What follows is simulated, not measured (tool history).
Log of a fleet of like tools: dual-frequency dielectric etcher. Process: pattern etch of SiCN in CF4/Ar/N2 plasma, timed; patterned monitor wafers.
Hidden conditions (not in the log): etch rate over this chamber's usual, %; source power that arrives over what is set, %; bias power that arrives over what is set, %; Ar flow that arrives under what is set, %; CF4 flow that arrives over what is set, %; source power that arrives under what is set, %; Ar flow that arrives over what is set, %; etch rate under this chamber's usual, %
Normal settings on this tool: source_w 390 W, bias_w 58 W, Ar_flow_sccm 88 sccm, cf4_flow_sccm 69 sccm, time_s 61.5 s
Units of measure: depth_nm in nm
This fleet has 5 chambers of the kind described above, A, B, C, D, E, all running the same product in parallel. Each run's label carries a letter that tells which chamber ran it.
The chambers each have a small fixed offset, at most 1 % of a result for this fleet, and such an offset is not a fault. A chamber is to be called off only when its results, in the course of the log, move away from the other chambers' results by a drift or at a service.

run    day  source_w  bias_w  Ar_flow_sccm  cf4_flow_sccm  time_s  hours since the last wet clean  hours since the last source power generator calibration  hours since the last bias power generator calibration  hours since the last Ar flow controller change  hours since the last CF4 flow controller change  read-back reference wafer on the same gauge, depth_nm  depth_nm
 1B  0.204       390      58            88             69    61.5                           231.4                                                   1334.2                                                  303.0                                          5178.6                                           1054.0                                                 48.107    44.233
 2E  0.521       390      58            88             69    61.5                           296.6                                                   2040.9                                                 3093.0                                          4253.2                                           1874.2                                                 48.070    43.940
 3A  0.883       390      58            88             69    61.5                           135.0                                                   2878.2                                                 1149.3                                           404.0                                           3471.5                                                 48.071    44.389
 4C  1.296       390      58            88             69    61.5                           214.8                                                   1777.2                                                 2738.1                                           471.3                                           4618.1                                                 48.083    44.361
 5D  1.596       390      58            88             69    61.5                           163.8                                                   2444.7                                                 1375.0                                           250.3                                           2565.9                                                 48.055    43.893
 6E  1.988       390      58            88             69    61.5                           331.8                                                   2076.1                                                 3128.2                                          4288.4                                           1909.4                                                 48.053    43.954
 7A  2.229       390      58            88             69    61.5                           167.3                                                   2910.5                                                 1181.6                                           436.3                                           3503.8                                                 48.034    44.360
 8B  2.592       390      58            88             69    61.5                           288.7                                                   1391.5                                                  360.3                                          5235.9                                           1111.3                                                 48.020    44.250
 9C  2.854       390      58            88             69    61.5                           252.2                                                   1814.6                                                 2775.5                                           508.7                                           4655.5                                                 48.020    44.281
     3.125  -- chamber E: wet clean of the chamber
10D  3.238       390      58            88             69    61.5                           203.2                                                   2484.1                                                 1414.4                                           289.7                                           2605.3                                                 48.015    43.919
11C  3.442       390      58            88             69    61.5                           266.3                                                   1828.7                                                 2789.6                                           522.8                                           4669.6                                                 48.013    44.267
12E  3.692       390      58            88             69    61.5                            13.7                                                   2117.0                                                 3169.1                                          4329.3                                           1950.3                                                 47.994    43.852
13D  3.983       390      58            77             69    51.0                           221.1                                                   2502.0                                                 1432.3                                           307.6                                           2623.2                                                 48.001    37.115
14A  4.254       390      58            77             69    51.0                           215.9                                                   2959.1                                                 1230.2                                           484.9                                           3552.4                                                 47.995    37.477
15B  4.621       390      58            77             69    51.0                           337.4                                                   1440.2                                                  409.0                                          5284.6                                           1160.0                                                 47.980    37.470
16B  4.846       390      58            77             69    51.0                           342.8                                                   1445.6                                                  414.4                                          5290.0                                           1165.4                                                 47.968    37.484
17A  5.117       390      58            77             69    51.0                           236.6                                                   2979.8                                                 1250.9                                           505.6                                           3573.1                                                 47.968    37.449
18D  5.438       390      58            88             69    61.5                           256.0                                                   2536.9                                                 1467.2                                           342.5                                           2658.1                                                 47.954    43.854
19C  5.721       390      58            73             85    61.5                           321.0                                                   1883.4                                                 2844.3                                           577.5                                           4724.3                                                 47.954    46.762
20E  6.004       390      58            73             85    61.5                            69.2                                                   2172.5                                                 3224.6                                          4384.8                                           2005.8                                                 47.939    46.373
21D  6.250       390      58            73             85    61.5                           275.5                                                   2556.4                                                 1486.7                                           362.0                                           2677.6                                                 47.935    46.426
22E  6.500       390      58            73             85    61.5                            81.1                                                   2184.4                                                 3236.5                                          4396.7                                           2017.7                                                 47.923    46.259
     6.525  -- chamber C: wet clean of the chamber
     6.638  -- chamber E: Ar flow controller replaced
     6.671  -- chamber D: bias power generator calibrated
23B  6.746       390      58            73             85    61.5                           388.4                                                   1491.2                                                  460.0                                          5335.6                                           1211.0                                                 47.913    46.735
24C  7.062       390      58            88             69    61.5                            12.9                                                   1915.6                                                 2876.5                                           609.7                                           4756.5                                                 47.916    44.199
25A  7.346       390      58            88             69    61.5                           290.1                                                   3033.3                                                 1304.4                                           559.1                                           3626.6                                                 47.912    44.264
26A  7.729       390      58            88             84    78.5                           299.3                                                   3042.5                                                 1313.6                                           568.3                                           3635.8                                                 47.894    58.068
27C  8.088       390      58            88             84    78.5                            37.5                                                   1940.2                                                 2901.1                                           634.3                                           4781.1                                                 47.878    58.072
     8.108  -- chamber D: wet clean of the chamber
28B  8.417       390      58            88             84    78.5                           428.5                                                   1531.3                                                  500.1                                          5375.7                                           1251.1                                                 47.880    58.085
29E  8.771       390      58            88             84    78.5                           135.6                                                   2238.9                                                 3291.0                                            51.2                                           2072.2                                                 47.856    57.578
30D  9.000       390      58            88             84    78.5                            21.4                                                   2622.4                                                   55.9                                           428.0                                           2743.6                                                 47.854    57.641

Decide between three cases: one chamber stands off from its peers, the gauge reading all wafers drifts, or nothing is wrong past each chamber's small offset. Where a chamber is off, say which and what most likely put it there.

Gauge drift. The chambers move together only on paper, and none stands off.
Cause: gauge reads low (%) = 0.505.

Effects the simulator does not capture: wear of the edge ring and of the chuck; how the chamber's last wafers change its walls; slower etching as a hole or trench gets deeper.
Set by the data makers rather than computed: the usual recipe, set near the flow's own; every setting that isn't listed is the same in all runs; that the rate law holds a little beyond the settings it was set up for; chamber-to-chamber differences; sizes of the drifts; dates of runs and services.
